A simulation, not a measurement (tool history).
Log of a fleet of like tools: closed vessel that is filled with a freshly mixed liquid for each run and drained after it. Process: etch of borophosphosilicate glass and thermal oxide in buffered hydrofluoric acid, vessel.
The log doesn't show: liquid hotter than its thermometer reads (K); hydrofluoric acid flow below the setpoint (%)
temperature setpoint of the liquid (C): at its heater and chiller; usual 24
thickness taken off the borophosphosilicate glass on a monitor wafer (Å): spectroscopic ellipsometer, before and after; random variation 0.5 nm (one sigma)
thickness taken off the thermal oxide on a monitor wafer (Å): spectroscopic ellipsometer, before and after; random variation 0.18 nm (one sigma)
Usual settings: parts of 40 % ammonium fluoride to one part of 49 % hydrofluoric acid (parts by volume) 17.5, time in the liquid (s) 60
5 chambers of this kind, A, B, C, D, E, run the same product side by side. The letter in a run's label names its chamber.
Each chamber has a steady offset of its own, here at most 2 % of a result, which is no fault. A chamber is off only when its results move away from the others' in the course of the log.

run,hour,temperature setpoint of the liquid (C),parts of 40 % ammonium fluoride to one part of 49 % hydrofluoric acid (parts by volume),time in the liquid (s),hours since the thermometer was replaced,hours since the hydrofluoric acid flow meter was replaced,"read-back film thickness of the borophosphosilicate glass reference wafer, read on the same gauge (nm)","read-back film thickness of the thermal oxide reference wafer, read on the same gauge (nm)",thickness taken off the borophosphosilicate glass on a monitor wafer (Å),thickness taken off the thermal oxide on a monitor wafer (Å)
1C,14,24,17.5,60,1856,561.8,30.007,140.03,629.43,394.47
2A,27,24,17.5,60,643.1,983.3,29.992,140.01,632.44,390.36
3D,35.2,24,17.5,60,387.8,144.8,30.053,140,642.44,394.29
4B,44.2,24,17.5,60,293.8,737.6,29.983,139.95,633.7,391.99
5E,59.6,24,17.5,60,880.8,485.1,30.007,139.94,621.28,394.95
6C,69.3,24,17.5,60,1911.3,617.1,29.97,140.02,633.93,394.98
7D,81.2,24,17.5,60,433.8,190.8,29.984,140.01,630.46,396.38
8B,97.4,24,17.5,60,347,790.8,30.013,139.99,622.45,386.28
9E,104.7,24,17.5,60,925.9,530.2,29.977,140.06,620.27,393.62
10A,119.3,22.5,12.5,60,735.4,1075.6,29.988,139.95,808.98,497.66
11A,131.1,22.5,12.5,60,747.2,1087.4,29.967,140.01,796.15,500.06
12B,143.7,22.5,12.5,60,393.3,837.1,29.99,140.03,796.78,499.64
13E,154.7,22.5,12.5,60,975.9,580.2,30.024,139.98,805.65,506.14
14D,169.9,22.5,12.5,60,522.5,279.5,29.966,139.97,814.68,502.25
15C,177.1,24,17.5,60,2019.1,724.9,29.992,140.01,626.17,393.55
# hour 182.2: chamber C: thermometer replaced
16B,188,22.5,17.5,60,437.6,881.4,30,139.97,576.02,358.39
17D,203.9,22.5,17.5,60,556.5,313.5,30.03,140.01,583.98,362.98
18C,214.7,22.5,17.5,60,32.6,762.5,30.035,139.99,577.09,365.22
# hour 221.7: chamber A: hydrofluoric acid flow meter replaced
19E,222.8,22.5,17.5,60,1044,648.3,30.011,140.01,576.67,362.59
20A,237.1,22.5,17.5,60,853.2,15.4,30.051,140.02,583.09,355.85
21C,252.1,24,17.5,60,70,799.9,29.99,139.97,623.49,394.47
22E,262.5,24,17.5,60,1083.7,688,30.015,140,628.75,393.91
23A,275.3,24,17.5,60,891.4,53.6,30.012,140,625.27,390.75
24B,286.4,26.5,17.5,80,536,979.8,30.01,140.01,958.44,594.29
25D,295.2,26.5,17.5,80,647.8,404.8,29.986,140,975.7,599.06
# hour 305.4: chamber D: hydrofluoric acid flow meter replaced
26A,308.6,26.5,17.5,80,924.7,86.9,29.968,140.02,964.48,599.23
27E,322.6,26.5,17.5,80,1143.8,748.1,29.924,139.98,943.37,600.93
28D,333.1,26.5,17.5,80,685.7,27.7,30.007,140.03,963.04,602.49
29C,348.9,24,17.5,60,166.8,896.7,29.99,139.95,623.91,393.13
30B,360.8,24,17.5,60,610.4,1054.2,29.998,140.03,628.34,390.8
31B,375.3,24,17.5,60,624.9,1068.7,30.027,140.01,625.97,385.65
32E,390.7,24,17.5,60,1211.9,816.2,29.97,140.05,625.69,392.71
33A,402.5,24,17.5,60,1018.6,180.8,30.015,139.98,634.31,387.2
34C,414.2,24,17.5,60,232.1,962,30.017,140.02,626.69,391.08
35D,426.8,24,17.5,45,779.4,121.4,30.003,139.99,480.1,296.5
36C,437.9,24,17.5,45,255.8,985.7,30.059,139.98,466.21,295.13
37E,446.4,24,17.5,45,1267.6,871.9,30.043,140.02,470.23,292.61
38B,461,24,17.5,45,710.6,1154.4,30.014,140,469.35,290.07
39A,471.9,24,17.5,45,1088,250.2,29.973,139.99,471.73,292.12
40D,487.8,24,17.5,60,840.4,182.4,30.024,140.03,635.61,396.36

Next, every chamber runs the same settings. What will each give?
41A,499.6,20.5,17.5,60,,,,,?,?
41B,499.6,20.5,17.5,60,,,,,?,?
41C,499.6,20.5,17.5,60,,,,,?,?
41D,499.6,20.5,17.5,60,,,,,?,?
41E,499.6,20.5,17.5,60,,,,,?,?

run,thickness taken off the borophosphosilicate glass on a monitor wafer (Å),thickness taken off the thermal oxide on a monitor wafer (Å)
41A,522.06,320.48
41B,517.34,319.61
41C,519.77,324.71
41D,532.16,326.34
41E,515.87,326.83
